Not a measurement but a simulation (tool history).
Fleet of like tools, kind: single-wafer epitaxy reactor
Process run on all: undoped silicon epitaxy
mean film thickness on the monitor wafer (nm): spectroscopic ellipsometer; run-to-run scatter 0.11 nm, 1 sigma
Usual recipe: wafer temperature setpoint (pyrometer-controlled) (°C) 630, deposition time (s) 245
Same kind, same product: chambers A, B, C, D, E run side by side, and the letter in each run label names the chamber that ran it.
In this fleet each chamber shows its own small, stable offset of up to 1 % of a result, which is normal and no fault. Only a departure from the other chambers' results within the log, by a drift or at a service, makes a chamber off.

| run | day | wafer temperature setpoint (pyrometer-controlled) (°C) | deposition time (s) | read-back reference wafer on the same gauge, thickness_nm | mean film thickness on the monitor wafer (nm) |
|---|---|---|---|---|---|
| 1C | 0.496 | 630 | 245 | 23.212 | 26.486 |
| 2E | 0.821 | 630 | 245 | 23.178 | 26.271 |
| 3B | 1.392 | 630 | 245 | 23.185 | 26.337 |
| 4A | 1.833 | 630 | 245 | 23.218 | 26.179 |
| 5D | 2.158 | 630 | 245 | 23.198 | 26.448 |
| 6B | 2.433 | 630 | 245 | 23.219 | 26.258 |
| 7D | 3.025 | 630 | 245 | 23.212 | 26.426 |
| 8E | 3.288 | 630 | 245 | 23.219 | 26.22 |
| 9A | 3.704 | 630 | 245 | 23.205 | 26.123 |
| 10C | 3.967 | 630 | 245 | 23.211 | 26.655 |
| 11B | 4.562 | 630 | 245 | 23.19 | 26.493 |
| 12E | 4.842 | 630 | 245 | 23.192 | 26.109 |
| 13C | 5.417 | 630 | 245 | 23.176 | 26.499 |
| 14A | 5.746 | 630 | 245 | 23.189 | 26.423 |
| 15D | 6.212 | 630 | 245 | 23.191 | 26.545 |
| 16E | 6.475 | 630 | 245 | 23.186 | 26.206 |
| 17B | 7.008 | 630 | 245 | 23.21 | 26.341 |
| 18A | 7.525 | 630 | 245 | 23.201 | 26.216 |
| 19C | 8.054 | 630 | 245 | 23.217 | 26.438 |
| 20D | 8.612 | 630 | 245 | 23.202 | 26.486 |
| 21A | 9.133 | 630 | 245 | 23.186 | 26.318 |
|  | 9.625 | chamber C: pyrometer calibrated |
| 22C | 9.662 | 630 | 245 | 23.223 | 25.166 |
| 23B | 10.05 | 630 | 245 | 23.219 | 26.285 |
| 24D | 10.421 | 630 | 245 | 23.198 | 26.493 |
| 25E | 10.779 | 630 | 245 | 23.196 | 26.385 |
| 26E | 11.279 | 630 | 245 | 23.199 | 26.186 |
| 27B | 11.558 | 630 | 245 | 23.203 | 26.581 |
| 28C | 11.988 | 630 | 245 | 23.19 | 25.115 |
| 29D | 12.375 | 630 | 245 | 23.208 | 26.633 |
| 30A | 12.929 | 630 | 245 | 23.198 | 26.247 |
|  | 13.312 | chamber B: pyrometer calibrated |
| 31A | 13.35 | 618 | 289 | 23.187 | 23.732 |
| 32D | 13.721 | 618 | 289 | 23.185 | 23.887 |
| 33C | 14.029 | 618 | 289 | 23.215 | 22.475 |
| 34B | 14.292 | 618 | 289 | 23.229 | 23.367 |
| 35E | 14.579 | 618 | 289 | 23.188 | 23.578 |
| 36D | 15.108 | 630 | 245 | 23.207 | 26.458 |

All 5 chambers run these settings next. Forecast each chamber's results:
| 37A | 15.542 | 630 | 245 |  | ? |
| 37B | 15.542 | 630 | 245 |  | ? |
| 37C | 15.542 | 630 | 245 |  | ? |
| 37D | 15.542 | 630 | 245 |  | ? |
| 37E | 15.542 | 630 | 245 |  | ? |

| run | mean film thickness on the monitor wafer (nm) |
|---|---|
| 37A | 26.199 |
| 37B | 26.247 |
| 37C | 25.342 |
| 37D | 26.533 |
| 37E | 26.119 |

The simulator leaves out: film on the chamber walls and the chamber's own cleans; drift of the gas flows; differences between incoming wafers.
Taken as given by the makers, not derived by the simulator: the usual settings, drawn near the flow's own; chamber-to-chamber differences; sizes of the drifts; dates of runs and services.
